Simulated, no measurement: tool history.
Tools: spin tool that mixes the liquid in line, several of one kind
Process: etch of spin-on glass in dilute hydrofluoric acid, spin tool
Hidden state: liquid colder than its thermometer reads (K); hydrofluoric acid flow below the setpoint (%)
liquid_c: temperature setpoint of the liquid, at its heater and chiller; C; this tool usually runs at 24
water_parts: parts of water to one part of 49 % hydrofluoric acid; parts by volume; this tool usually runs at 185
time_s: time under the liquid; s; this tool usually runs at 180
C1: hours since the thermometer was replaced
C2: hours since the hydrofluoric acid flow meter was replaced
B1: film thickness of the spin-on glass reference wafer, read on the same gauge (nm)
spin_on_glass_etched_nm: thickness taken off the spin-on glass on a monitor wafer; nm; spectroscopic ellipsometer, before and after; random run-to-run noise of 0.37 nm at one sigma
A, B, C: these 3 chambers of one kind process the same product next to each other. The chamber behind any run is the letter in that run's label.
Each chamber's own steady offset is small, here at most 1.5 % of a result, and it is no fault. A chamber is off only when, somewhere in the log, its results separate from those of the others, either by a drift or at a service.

{"run": "1A", "hour": 8.0, "liquid_c": 24, "water_parts": 185, "time_s": 180, "C1": 1820.7, "C2": 773.7, "B1": 110.03, "spin_on_glass_etched_nm": 37.344}
{"run": "2C", "hour": 15.7, "liquid_c": 24, "water_parts": 185, "time_s": 180, "C1": 459.0, "C2": 1677.8, "B1": 109.99, "spin_on_glass_etched_nm": 37.555}
{"run": "3B", "hour": 20.3, "liquid_c": 24, "water_parts": 185, "time_s": 180, "C1": 761.2, "C2": 1769.0, "B1": 110.0, "spin_on_glass_etched_nm": 37.113}
{"run": "4B", "hour": 25.1, "liquid_c": 24, "water_parts": 185, "time_s": 180, "C1": 766.0, "C2": 1773.8, "B1": 110.01, "spin_on_glass_etched_nm": 37.268}
{"run": "5C", "hour": 30.0, "liquid_c": 24, "water_parts": 185, "time_s": 180, "C1": 473.3, "C2": 1692.1, "B1": 110.02, "spin_on_glass_etched_nm": 37.236}
{"run": "6A", "hour": 37.3, "liquid_c": 24, "water_parts": 185, "time_s": 180, "C1": 1850.0, "C2": 803.0, "B1": 110.01, "spin_on_glass_etched_nm": 37.373}
{"run": "7B", "hour": 45.0, "liquid_c": 24, "water_parts": 185, "time_s": 180, "C1": 785.9, "C2": 1793.7, "B1": 110.0, "spin_on_glass_etched_nm": 37.072}
{"run": "8C", "hour": 52.9, "liquid_c": 24, "water_parts": 150, "time_s": 110, "C1": 496.2, "C2": 1715.0, "B1": 110.0, "spin_on_glass_etched_nm": 28.975}
{"run": "9A", "hour": 60.8, "liquid_c": 24, "water_parts": 150, "time_s": 110, "C1": 1873.5, "C2": 826.5, "B1": 110.01, "spin_on_glass_etched_nm": 30.033}
{"run": "10B", "hour": 68.2, "liquid_c": 24, "water_parts": 150, "time_s": 110, "C1": 809.1, "C2": 1816.9, "B1": 110.04, "spin_on_glass_etched_nm": 29.017}
{"run": "11C", "hour": 75.8, "liquid_c": 24, "water_parts": 185, "time_s": 180, "C1": 519.1, "C2": 1737.9, "B1": 110.01, "spin_on_glass_etched_nm": 37.26}
{"run": "12A", "hour": 85.1, "liquid_c": 24, "water_parts": 185, "time_s": 180, "C1": 1897.8, "C2": 850.8, "B1": 109.95, "spin_on_glass_etched_nm": 37.829}
{"run": "13B", "hour": 95.0, "liquid_c": 24, "water_parts": 185, "time_s": 180, "C1": 835.9, "C2": 1843.7, "B1": 109.99, "spin_on_glass_etched_nm": 37.437}
{"run": "14C", "hour": 104.1, "liquid_c": 24, "water_parts": 185, "time_s": 180, "C1": 547.4, "C2": 1766.2, "B1": 109.99, "spin_on_glass_etched_nm": 37.659}
{"run": "15A", "hour": 114.0, "liquid_c": 24, "water_parts": 185, "time_s": 180, "C1": 1926.7, "C2": 879.7, "B1": 109.99, "spin_on_glass_etched_nm": 37.107}
{"run": "16B", "hour": 119.5, "liquid_c": 24, "water_parts": 185, "time_s": 180, "C1": 860.4, "C2": 1868.2, "B1": 110.01, "spin_on_glass_etched_nm": 37.138}
{"hour": 120.6, "done": "chamber B: thermometer replaced"}
{"run": "17A", "hour": 127.8, "liquid_c": 24, "water_parts": 255, "time_s": 95, "C1": 1940.5, "C2": 893.5, "B1": 109.98, "spin_on_glass_etched_nm": 13.272}
{"run": "18C", "hour": 133.4, "liquid_c": 24, "water_parts": 255, "time_s": 95, "C1": 576.7, "C2": 1795.5, "B1": 109.96, "spin_on_glass_etched_nm": 13.458}
{"run": "19A", "hour": 138.7, "liquid_c": 24, "water_parts": 255, "time_s": 95, "C1": 1951.4, "C2": 904.4, "B1": 110.01, "spin_on_glass_etched_nm": 12.964}
{"run": "20C", "hour": 147.4, "liquid_c": 24, "water_parts": 185, "time_s": 180, "C1": 590.7, "C2": 1809.5, "B1": 109.94, "spin_on_glass_etched_nm": 37.493}
{"run": "21B", "hour": 155.5, "liquid_c": 24, "water_parts": 185, "time_s": 180, "C1": 35.0, "C2": 1904.2, "B1": 109.98, "spin_on_glass_etched_nm": 37.463}
{"run": "22B", "hour": 160.7, "liquid_c": 24, "water_parts": 185, "time_s": 180, "C1": 40.2, "C2": 1909.4, "B1": 110.01, "spin_on_glass_etched_nm": 37.815}
{"run": "23A", "hour": 169.6, "liquid_c": 24, "water_parts": 185, "time_s": 180, "C1": 1982.3, "C2": 935.3, "B1": 110.0, "spin_on_glass_etched_nm": 36.304}
{"run": "24C", "hour": 174.0, "liquid_c": 24, "water_parts": 185, "time_s": 180, "C1": 617.3, "C2": 1836.1, "B1": 109.96, "spin_on_glass_etched_nm": 37.06}
{"run": "25B", "hour": 181.6, "liquid_c": 24, "water_parts": 185, "time_s": 180, "C1": 61.1, "C2": 1930.3, "B1": 110.0, "spin_on_glass_etched_nm": 36.539}
{"run": "26A", "hour": 190.5, "liquid_c": 24, "water_parts": 185, "time_s": 180, "C1": 2003.2, "C2": 956.2, "B1": 110.03, "spin_on_glass_etched_nm": 35.075}
{"run": "27C", "hour": 195.6, "liquid_c": 24, "water_parts": 185, "time_s": 180, "C1": 638.9, "C2": 1857.7, "B1": 110.01, "spin_on_glass_etched_nm": 37.505}
{"run": "28C", "hour": 203.1, "liquid_c": 24, "water_parts": 185, "time_s": 180, "C1": 646.4, "C2": 1865.2, "B1": 109.99, "spin_on_glass_etched_nm": 37.119}
{"run": "29B", "hour": 209.3, "liquid_c": 24, "water_parts": 185, "time_s": 180, "C1": 88.8, "C2": 1958.0, "B1": 110.03, "spin_on_glass_etched_nm": 37.041}
{"run": "30A", "hour": 217.8, "liquid_c": 24, "water_parts": 185, "time_s": 180, "C1": 2030.5, "C2": 983.5, "B1": 110.04, "spin_on_glass_etched_nm": 34.844}
{"run": "31A", "hour": 226.9, "liquid_c": 24, "water_parts": 185, "time_s": 180, "C1": 2039.6, "C2": 992.6, "B1": 109.99, "spin_on_glass_etched_nm": 35.217}
{"run": "32C", "hour": 235.8, "liquid_c": 24, "water_parts": 185, "time_s": 180, "C1": 679.1, "C2": 1897.9, "B1": 109.99, "spin_on_glass_etched_nm": 36.839}
{"run": "33B", "hour": 243.3, "liquid_c": 24, "water_parts": 185, "time_s": 180, "C1": 122.8, "C2": 1992.0, "B1": 109.99, "spin_on_glass_etched_nm": 37.401}
{"run": "34B", "hour": 249.9, "liquid_c": 24, "water_parts": 185, "time_s": 180, "C1": 129.4, "C2": 1998.6, "B1": 110.02, "spin_on_glass_etched_nm": 36.509}
{"run": "35C", "hour": 259.8, "liquid_c": 24, "water_parts": 185, "time_s": 180, "C1": 703.1, "C2": 1921.9, "B1": 110.0, "spin_on_glass_etched_nm": 37.173}

Does one chamber stand apart from the rest, does the shared gauge drift, or is all well apart from small per-chamber offsets? Give the chamber and the most likely cause, where there is one.

Chamber A drifts away from the others.
Likeliest cause: liquid colder than its thermometer reads (K) = 2.56.
The log may not tell that from: hydrofluoric acid flow below the setpoint (%).

Chamber A could run next with any of the 4 candidate recipes listed below; each alters the usual settings, and their results appear as question marks. Which one brings its results back in line with what the other chambers deliver on the usual settings?
Allowed miss from the other chambers' usual-settings mean, per result, to count as in line: spin_on_glass_etched_nm 1.300 nm
{"run": "36A-1", "hour": 267.0, "liquid_c": 24, "water_parts": 185, "time_s": 185, "spin_on_glass_etched_nm": "?"}
{"run": "36A-2", "hour": 267.0, "liquid_c": 24, "water_parts": 185, "time_s": 175, "spin_on_glass_etched_nm": "?"}
{"run": "36A-3", "hour": 267.0, "liquid_c": 24, "water_parts": 185, "time_s": 195, "spin_on_glass_etched_nm": "?"}
{"run": "36A-4", "hour": 267.0, "liquid_c": 24, "water_parts": 190, "time_s": 170, "spin_on_glass_etched_nm": "?"}

The mean the other chambers reach with the usual settings: spin_on_glass_etched_nm 37.092 nm
run=36A-1 spin_on_glass_etched_nm=35.269
run=36A-2 spin_on_glass_etched_nm=33.362
run=36A-3 spin_on_glass_etched_nm=37.175
run=36A-4 spin_on_glass_etched_nm=31.380
Change 36A-3 lands the chamber within the allowed miss of the other chambers.
